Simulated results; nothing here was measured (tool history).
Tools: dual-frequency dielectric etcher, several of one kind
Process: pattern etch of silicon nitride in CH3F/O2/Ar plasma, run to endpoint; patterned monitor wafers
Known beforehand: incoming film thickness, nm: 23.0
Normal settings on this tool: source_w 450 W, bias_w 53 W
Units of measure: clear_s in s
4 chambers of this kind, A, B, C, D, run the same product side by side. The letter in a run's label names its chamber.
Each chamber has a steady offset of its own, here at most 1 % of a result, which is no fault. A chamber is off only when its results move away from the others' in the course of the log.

| run | hour | source_w | bias_w | hours since the last wet clean | hours since the last source power generator calibration | hours since the last bias power generator calibration | clear_s |
|---|---|---|---|---|---|---|---|
| 1A | 8.7 | 450 | 53 | 45.9 | 1346.7 | 3021.9 | 35.09 |
| 2D | 13.9 | 450 | 53 | 213.6 | 2486.4 | 1769.2 | 34.795 |
| 3B | 20.8 | 450 | 53 | 310.9 | 1449.6 | 337.2 | 35.165 |
| 4C | 27.3 | 450 | 53 | 316.3 | 1771.6 | 3308.2 | 34.988 |
| 5A | 35.7 | 450 | 53 | 72.9 | 1373.7 | 3048.9 | 35.179 |
| 6C | 43.4 | 550 | 53 | 332.4 | 1787.7 | 3324.3 | 32.474 |
| 7B | 48.4 | 550 | 53 | 338.5 | 1477.2 | 364.8 | 32.508 |
| 8D | 55.8 | 550 | 53 | 255.5 | 2528.3 | 1811.1 | 32.378 |
| 9B | 60.5 | 550 | 53 | 350.6 | 1489.3 | 376.9 | 32.367 |
| 10C | 66.7 | 450 | 53 | 355.7 | 1811 | 3347.6 | 34.637 |
| 11D | 71.5 | 450 | 53 | 271.2 | 2544 | 1826.8 | 34.958 |
| 12A | 78.3 | 450 | 53 | 115.5 | 1416.3 | 3091.5 | 35.177 |
| 13A | 87.1 | 450 | 53 | 124.3 | 1425.1 | 3100.3 | 35.222 |
| 14C | 91.8 | 450 | 53 | 380.8 | 1836.1 | 3372.7 | 34.909 |
| 15D | 98.4 | 450 | 53 | 298.1 | 2570.9 | 1853.7 | 34.737 |
| 16B | 107.7 | 450 | 53 | 397.8 | 1536.5 | 424.1 | 35.228 |
| 17B | 112.7 | 450 | 53 | 402.8 | 1541.5 | 429.1 | 35.25 |
| 18A | 118.5 | 450 | 53 | 155.7 | 1456.5 | 3131.7 | 35.126 |
| 19C | 124.9 | 450 | 53 | 413.9 | 1869.2 | 3405.8 | 34.985 |
| 20D | 134.7 | 450 | 53 | 334.4 | 2607.2 | 1890 | 34.817 |
| 21A | 142.7 | 450 | 53 | 179.9 | 1480.7 | 3155.9 | 35.401 |
| 22C | 147.1 | 450 | 53 | 436.1 | 1891.4 | 3428 | 35.129 |
| 23D | 155.5 | 450 | 53 | 355.2 | 2628 | 1910.8 | 34.996 |
| 24B | 165.4 | 450 | 53 | 455.5 | 1594.2 | 481.8 | 35.426 |
| 25A | 172.2 | 520 | 53 | 209.4 | 1510.2 | 3185.4 | 33.329 |
| 26B | 176.6 | 520 | 53 | 466.7 | 1605.4 | 493 | 33.409 |
| 27D | 185.7 | 520 | 53 | 385.4 | 2658.2 | 1941 | 32.996 |
|  | 187.6 | chamber C: wet clean of the chamber |
| 28C | 193.3 | 520 | 53 | 5.8 | 1937.6 | 3474.2 | 33.093 |
| 29D | 199.2 | 510 | 63 | 398.9 | 2671.7 | 1954.5 | 31.546 |
| 30A | 205.8 | 510 | 63 | 243 | 1543.8 | 3219 | 31.717 |
| 31B | 213.9 | 510 | 63 | 504 | 1642.7 | 530.3 | 31.805 |
| 32C | 222 | 510 | 63 | 34.5 | 1966.3 | 3502.9 | 31.6 |
| 33A | 229.5 | 380 | 49 | 266.7 | 1567.5 | 3242.7 | 38.775 |
| 34D | 234.9 | 380 | 49 | 434.6 | 2707.4 | 1990.2 | 38.048 |
|  | 238.4 | chamber B: wet clean of the chamber |
| 35B | 245 | 380 | 49 | 6.6 | 1673.8 | 561.4 | 38.519 |
| 36C | 250.4 | 380 | 49 | 62.9 | 1994.7 | 3531.3 | 38.003 |

Predict what each chamber gives when all 4 of them run the settings below next.
| 37A | 257.7 | 450 | 46 |  |  |  | ? |
| 37B | 257.7 | 450 | 46 |  |  |  | ? |
| 37C | 257.7 | 450 | 46 |  |  |  | ? |
| 37D | 257.7 | 450 | 46 |  |  |  | ? |

| run | clear_s |
|---|---|
| 37A | 36.835 |
| 37B | 36.723 |
| 37C | 36.48 |
| 37D | 36.743 |
